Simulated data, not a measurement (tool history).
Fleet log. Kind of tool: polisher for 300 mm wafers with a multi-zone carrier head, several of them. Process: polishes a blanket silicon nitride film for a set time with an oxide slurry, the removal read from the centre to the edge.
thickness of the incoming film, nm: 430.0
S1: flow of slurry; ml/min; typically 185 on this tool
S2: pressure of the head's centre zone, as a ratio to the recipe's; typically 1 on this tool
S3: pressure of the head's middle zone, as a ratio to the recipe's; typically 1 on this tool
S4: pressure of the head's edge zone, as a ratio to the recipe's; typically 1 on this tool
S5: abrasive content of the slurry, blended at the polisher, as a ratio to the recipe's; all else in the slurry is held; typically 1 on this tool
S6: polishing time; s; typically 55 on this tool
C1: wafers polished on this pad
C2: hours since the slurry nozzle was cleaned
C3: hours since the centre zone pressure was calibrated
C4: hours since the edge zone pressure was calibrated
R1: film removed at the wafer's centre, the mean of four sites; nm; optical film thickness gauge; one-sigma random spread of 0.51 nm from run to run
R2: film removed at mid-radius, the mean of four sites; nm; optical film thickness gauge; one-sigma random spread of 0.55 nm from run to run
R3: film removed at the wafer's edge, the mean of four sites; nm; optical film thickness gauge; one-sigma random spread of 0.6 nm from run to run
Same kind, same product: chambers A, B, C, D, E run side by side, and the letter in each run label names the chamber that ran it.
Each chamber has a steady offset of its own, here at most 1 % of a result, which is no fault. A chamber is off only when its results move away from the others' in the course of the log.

| run | hour | S1 | S2 | S3 | S4 | S5 | S6 | C1 | C2 | C3 | C4 | R1 | R2 | R3 |
|---|---|---|---|---|---|---|---|---|---|---|---|---|---|---|
| 1C | 4.8 | 185 | 1 | 1 | 1 | 1 | 55 | 1327 | 496.6 | 263.5 | 876.5 | 58.788 | 60.381 | 59.515 |
| 2B | 9.7 | 185 | 1 | 1 | 1 | 1 | 55 | 619 | 210.8 | 1256.3 | 1012.3 | 60.839 | 59.243 | 59.904 |
| 3A | 12.7 | 185 | 1 | 1 | 1 | 1 | 55 | 248 | 289.9 | 356.2 | 71.5 | 60.531 | 59.416 | 59.646 |
|  | 15.2 | chamber E: worn pad replaced by a new one |
| 4D | 17 | 185 | 1 | 1 | 1 | 1 | 55 | 710 | 542.5 | 962.2 | 203.1 | 59.455 | 59.613 | 59.682 |
| 5E | 21.1 | 185 | 1 | 1 | 1 | 1 | 55 | 58 | 470.3 | 816.7 | 633.2 | 59.156 | 59.006 | 59.856 |
|  | 22.2 | chamber C: worn pad replaced by a new one |
| 6D | 24.6 | 185 | 1 | 1 | 1 | 1.1 | 55 | 785 | 550.1 | 969.8 | 210.7 | 61.767 | 62.177 | 62.682 |
| 7B | 28.1 | 185 | 1 | 1 | 1 | 1.1 | 55 | 801 | 229.2 | 1274.7 | 1030.7 | 63.199 | 61.916 | 62.061 |
| 8E | 32.7 | 185 | 1 | 1 | 1 | 1.1 | 55 | 173 | 481.9 | 828.3 | 644.8 | 62.811 | 61.909 | 61.784 |
| 9A | 35.2 | 185 | 1 | 1 | 1 | 1.1 | 55 | 470 | 312.4 | 378.7 | 94 | 62.703 | 61.945 | 62.904 |
| 10C | 37.9 | 185 | 1 | 1 | 1 | 1.1 | 55 | 155 | 529.7 | 296.6 | 909.6 | 63.149 | 63.69 | 63.114 |
|  | 40.9 | chamber D: worn pad replaced by a new one |
| 11A | 41 | 185 | 1 | 1 | 1 | 1 | 55 | 527 | 318.2 | 384.5 | 99.8 | 58.733 | 58.779 | 59.916 |
| 12D | 43.1 | 185 | 1 | 1 | 1 | 1 | 55 | 22 | 568.6 | 988.3 | 229.2 | 59.417 | 60.571 | 58.762 |
| 13B | 47.4 | 185 | 1 | 1 | 1 | 1 | 55 | 991 | 248.5 | 1294 | 1050 | 58.85 | 59.949 | 58.755 |
| 14E | 51.3 | 185 | 0.91 | 0.88 | 1 | 1 | 55 | 356 | 500.5 | 846.9 | 663.4 | 52.138 | 52.503 | 59.565 |
| 15C | 54.8 | 185 | 0.91 | 0.88 | 1 | 1 | 55 | 322 | 546.6 | 313.5 | 926.5 | 53.53 | 53.45 | 59.983 |
| 16B | 57.6 | 185 | 0.91 | 0.88 | 1 | 1 | 55 | 1091 | 258.7 | 1304.2 | 1060.2 | 54.52 | 53.086 | 59.157 |
|  | 58.7 | chamber A: worn pad replaced by a new one |
| 17D | 61.7 | 185 | 0.91 | 0.88 | 1 | 1 | 55 | 205 | 587.2 | 1006.9 | 247.8 | 53.696 | 53.315 | 60.988 |
| 18A | 64.8 | 185 | 0.91 | 0.88 | 1 | 1 | 55 | 60 | 342 | 408.3 | 123.6 | 53.601 | 52.96 | 59.631 |
| 19E | 68.7 | 185 | 0.89 | 1 | 1 | 1 | 55 | 528 | 517.9 | 864.3 | 680.8 | 52.114 | 60.415 | 59.039 |
| 20C | 72.2 | 185 | 0.89 | 1 | 1 | 1 | 55 | 493 | 564 | 330.9 | 943.9 | 52.265 | 60.649 | 60.316 |
|  | 73.7 | chamber B: worn pad replaced by a new one |
|  | 75 | chamber B: centre zone pressure recalibrated |
| 21A | 75.4 | 185 | 0.89 | 1 | 1 | 1 | 55 | 164 | 352.6 | 418.9 | 134.2 | 52.191 | 59.878 | 60.383 |
| 22B | 77.6 | 185 | 0.89 | 1 | 1 | 1 | 55 | 38 | 278.7 | 2.6 | 1080.2 | 49.236 | 60 | 60.274 |
| 23D | 81.9 | 185 | 0.89 | 1 | 1 | 1 | 55 | 404 | 607.4 | 1027.1 | 268 | 52.176 | 60.514 | 59.623 |
| 24E | 86.6 | 185 | 1 | 1 | 1 | 1 | 55 | 704 | 535.8 | 882.2 | 698.7 | 59.2 | 59.693 | 59.467 |
| 25C | 91.5 | 185 | 1 | 1 | 1 | 1 | 55 | 684 | 583.3 | 350.2 | 963.2 | 59.468 | 60.679 | 61.101 |
| 26B | 96 | 185 | 1 | 1 | 1 | 1 | 55 | 220 | 297.1 | 21 | 1098.6 | 55.76 | 60.138 | 58.63 |
| 27E | 98.9 | 185 | 1 | 1 | 1 | 1 | 55 | 825 | 548.1 | 894.5 | 711 | 58.163 | 59.351 | 59.584 |
| 28A | 101.7 | 185 | 1 | 1 | 1 | 1.1 | 39 | 423 | 378.9 | 445.2 | 160.5 | 44.585 | 43.985 | 43.188 |
|  | 105.4 | chamber A: slurry nozzle cleaned |
| 29D | 106.4 | 185 | 1 | 1 | 1 | 1.1 | 39 | 646 | 631.9 | 1051.6 | 292.5 | 43.149 | 44.649 | 44.179 |
| 30C | 110 | 185 | 1 | 1 | 1 | 1.1 | 39 | 866 | 601.8 | 368.7 | 981.7 | 44.622 | 44.179 | 43.929 |
| 31A | 113.7 | 185 | 1 | 1 | 1 | 1.1 | 39 | 542 | 8.3 | 457.2 | 172.5 | 44.339 | 44.255 | 44.374 |
| 32D | 118.2 | 185 | 1 | 1 | 1 | 1.1 | 39 | 762 | 643.7 | 1063.4 | 304.3 | 44.451 | 44.807 | 44.143 |
|  | 119.3 | chamber E: worn pad replaced by a new one |
| 33E | 122.9 | 185 | 1 | 1 | 1 | 1 | 55 | 35 | 572.1 | 918.5 | 735 | 59.204 | 58.994 | 58.655 |
| 34B | 125.7 | 185 | 1 | 1 | 1 | 1 | 55 | 512 | 326.8 | 50.7 | 1128.3 | 56.275 | 59.043 | 59.41 |
| 35C | 128.8 | 185 | 1 | 1.05 | 1 | 1 | 55 | 1051 | 620.6 | 387.5 | 1000.5 | 60.138 | 63.552 | 60.031 |
|  | 130 | chamber A: worn pad replaced by a new one |
| 36A | 132.3 | 185 | 1 | 1.05 | 1 | 1 | 55 | 23 | 26.9 | 475.8 | 191.1 | 59.245 | 62.957 | 60.086 |
| 37B | 135.6 | 185 | 1 | 1.05 | 1 | 1 | 55 | 610 | 336.7 | 60.6 | 1138.2 | 55.404 | 62.49 | 59.056 |

Has any chamber moved away from the others, gradually or after a service, or does the common gauge drift, or do the chambers differ only by their own small steady offsets? State the chamber and the most likely cause if one applies.

Chamber B came out of a service off from its peers and stayed that way.
Most likely cause: centre zone's pressure below its setpoint, % = 5.91.

Chamber B could run next with any of the 4 candidate recipes listed below; each alters the usual settings, and their results appear as question marks. Which one brings its results back in line with what the other chambers deliver on the usual settings?
Maximum distance from the other chambers' mean on the usual settings for a result to count as in line: R1 1.8 nm; R2 1.9 nm; R3 2.1 nm
| 38B-1 | 139.1 | 180 | 0.95 | 1.01 | 1.02 | 1 | 55 |  |  |  |  | ? | ? | ? |
| 38B-2 | 139.1 | 190 | 1.05 | 0.99 | 0.98 | 1 | 55 |  |  |  |  | ? | ? | ? |
| 38B-3 | 139.1 | 180 | 0.91 | 1.02 | 1.03 | 1 | 54 |  |  |  |  | ? | ? | ? |
| 38B-4 | 139.1 | 190 | 1.09 | 0.98 | 0.97 | 1 | 56 |  |  |  |  | ? | ? | ? |

Mean of the other chambers on the usual settings: R1 59.654 nm; R2 59.839 nm; R3 59.792 nm
| run | R1 | R2 | R3 |
|---|---|---|---|
| 38B-1 | 52.705 | 59.949 | 60.157 |
| 38B-2 | 59.295 | 59.318 | 59.274 |
| 38B-3 | 49.376 | 59.409 | 59.364 |
| 38B-4 | 62.854 | 59.823 | 60.037 |
Change 38B-2 lands the chamber within the allowed miss of the other chambers.
